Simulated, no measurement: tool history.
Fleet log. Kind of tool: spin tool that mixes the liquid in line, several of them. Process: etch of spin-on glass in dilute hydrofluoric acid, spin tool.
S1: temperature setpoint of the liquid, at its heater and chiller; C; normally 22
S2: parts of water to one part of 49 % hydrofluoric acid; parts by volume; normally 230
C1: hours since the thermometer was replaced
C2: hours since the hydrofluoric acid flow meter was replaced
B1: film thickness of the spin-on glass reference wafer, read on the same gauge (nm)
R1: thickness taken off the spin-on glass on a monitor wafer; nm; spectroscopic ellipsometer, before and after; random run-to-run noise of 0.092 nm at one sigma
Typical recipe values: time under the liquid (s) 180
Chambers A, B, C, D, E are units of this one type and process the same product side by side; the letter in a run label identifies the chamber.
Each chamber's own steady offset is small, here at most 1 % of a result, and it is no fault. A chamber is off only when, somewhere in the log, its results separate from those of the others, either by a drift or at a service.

run 1D day=0.254 | S1=22 S2=230 time_under_the_liquid_(s)=180 | C1=1166.0 C2=473.3 | B1=50.015 | R1=19.239
run 2A day=0.546 | S1=22 S2=230 time_under_the_liquid_(s)=180 | C1=1363.4 C2=176.7 | B1=50.022 | R1=19.179
run 3C day=0.783 | S1=22 S2=230 time_under_the_liquid_(s)=180 | C1=1302.3 C2=184.5 | B1=49.985 | R1=19.187
run 4E day=1.004 | S1=22 S2=230 time_under_the_liquid_(s)=180 | C1=510.3 C2=807.0 | B1=50.018 | R1=19.338
run 5B day=1.162 | S1=22 S2=230 time_under_the_liquid_(s)=180 | C1=2824.6 C2=1660.1 | B1=50.017 | R1=19.184
run 6D day=1.446 | S1=22 S2=230 time_under_the_liquid_(s)=180 | C1=1194.6 C2=501.9 | B1=50.004 | R1=19.140
run 7C day=1.662 | S1=22 S2=230 time_under_the_liquid_(s)=180 | C1=1323.4 C2=205.6 | B1=49.996 | R1=19.293
run 8B day=1.875 | S1=22 S2=230 time_under_the_liquid_(s)=180 | C1=2841.7 C2=1677.2 | B1=49.990 | R1=19.237
run 9A day=2.092 | S1=22 S2=230 time_under_the_liquid_(s)=180 | C1=1400.5 C2=213.8 | B1=49.973 | R1=18.981
run 10E day=2.229 | S1=22 S2=230 time_under_the_liquid_(s)=180 | C1=539.7 C2=836.4 | B1=50.012 | R1=19.035
run 11B day=2.379 | S1=22 S2=230 time_under_the_liquid_(s)=180 | C1=2853.8 C2=1689.3 | B1=49.983 | R1=19.109
run 12E day=2.546 | S1=22 S2=230 time_under_the_liquid_(s)=180 | C1=547.3 C2=844.0 | B1=49.967 | R1=19.103
run 13C day=2.838 | S1=22 S2=230 time_under_the_liquid_(s)=180 | C1=1351.6 C2=233.8 | B1=49.976 | R1=19.155
run 14A day=2.996 | S1=22 S2=230 time_under_the_liquid_(s)=180 | C1=1422.2 C2=235.5 | B1=49.990 | R1=19.001
run 15D day=3.304 | S1=22 S2=230 time_under_the_liquid_(s)=180 | C1=1239.2 C2=546.5 | B1=49.988 | R1=19.143
run 16A day=3.508 | S1=22 S2=230 time_under_the_liquid_(s)=180 | C1=1434.5 C2=247.8 | B1=49.978 | R1=18.931
run 17C day=3.788 | S1=22 S2=230 time_under_the_liquid_(s)=180 | C1=1374.4 C2=256.6 | B1=49.984 | R1=19.355
run 18D day=4.062 | S1=22 S2=230 time_under_the_liquid_(s)=180 | C1=1257.4 C2=564.7 | B1=49.983 | R1=19.096
run 19B day=4.333 | S1=22 S2=230 time_under_the_liquid_(s)=180 | C1=2900.7 C2=1736.2 | B1=49.996 | R1=19.267
run 20E day=4.533 | S1=22 S2=230 time_under_the_liquid_(s)=180 | C1=595.0 C2=891.7 | B1=50.025 | R1=19.282
run 21C day=4.792 | S1=22 S2=230 time_under_the_liquid_(s)=180 | C1=1398.5 C2=280.7 | B1=49.995 | R1=18.971
run 22D day=5.088 | S1=22 S2=230 time_under_the_liquid_(s)=180 | C1=1282.0 C2=589.3 | B1=49.994 | R1=18.996
run 23A day=5.396 | S1=22 S2=230 time_under_the_liquid_(s)=180 | C1=1479.8 C2=293.1 | B1=49.986 | R1=19.356
run 24E day=5.700 | S1=22 S2=230 time_under_the_liquid_(s)=180 | C1=623.0 C2=919.7 | B1=49.979 | R1=19.163
run 25B day=6.012 | S1=22 S2=230 time_under_the_liquid_(s)=180 | C1=2941.0 C2=1776.5 | B1=49.974 | R1=19.266
run 26D day=6.246 | S1=22 S2=230 time_under_the_liquid_(s)=180 | C1=1309.8 C2=617.1 | B1=49.997 | R1=19.055
run 27B day=6.492 | S1=22 S2=230 time_under_the_liquid_(s)=180 | C1=2952.5 C2=1788.0 | B1=49.997 | R1=19.304
run 28C day=6.742 | S1=22 S2=230 time_under_the_liquid_(s)=180 | C1=1445.3 C2=327.5 | B1=50.028 | R1=19.222
run 29E day=6.912 | S1=22 S2=230 time_under_the_liquid_(s)=180 | C1=652.1 C2=948.8 | B1=50.013 | R1=19.106
run 30A day=7.200 | S1=22 S2=230 time_under_the_liquid_(s)=180 | C1=1523.1 C2=336.4 | B1=50.036 | R1=19.647
run 31D day=7.442 | S1=22 S2=230 time_under_the_liquid_(s)=180 | C1=1338.5 C2=645.8 | B1=49.999 | R1=19.036
run 32A day=7.754 | S1=22 S2=230 time_under_the_liquid_(s)=180 | C1=1536.4 C2=349.7 | B1=50.017 | R1=19.758
run 33B day=8.050 | S1=22 S2=230 time_under_the_liquid_(s)=180 | C1=2989.9 C2=1825.4 | B1=49.999 | R1=19.365
run 34C day=8.242 | S1=22 S2=230 time_under_the_liquid_(s)=180 | C1=1481.3 C2=363.5 | B1=50.014 | R1=19.333
run 35E day=8.475 | S1=22 S2=230 time_under_the_liquid_(s)=180 | C1=689.6 C2=986.3 | B1=49.983 | R1=19.347
run 36C day=8.688 | S1=22 S2=230 time_under_the_liquid_(s)=180 | C1=1492.0 C2=374.2 | B1=49.996 | R1=19.282
run 37A day=9.004 | S1=22 S2=230 time_under_the_liquid_(s)=180 | C1=1566.4 C2=379.7 | B1=50.001 | R1=20.016

The same settings go to every chamber for the next run, one line per chamber below. Forecast the results for each:
run 38A day=9.229 | S1=22 S2=230 time_under_the_liquid_(s)=130 | R1=?
run 38B day=9.229 | S1=22 S2=230 time_under_the_liquid_(s)=130 | R1=?
run 38C day=9.229 | S1=22 S2=230 time_under_the_liquid_(s)=130 | R1=?
run 38D day=9.229 | S1=22 S2=230 time_under_the_liquid_(s)=130 | R1=?
run 38E day=9.229 | S1=22 S2=230 time_under_the_liquid_(s)=130 | R1=?

run=38A R1=14.456
run=38B R1=13.858
run=38C R1=13.843
run=38D R1=13.854
run=38E R1=13.943
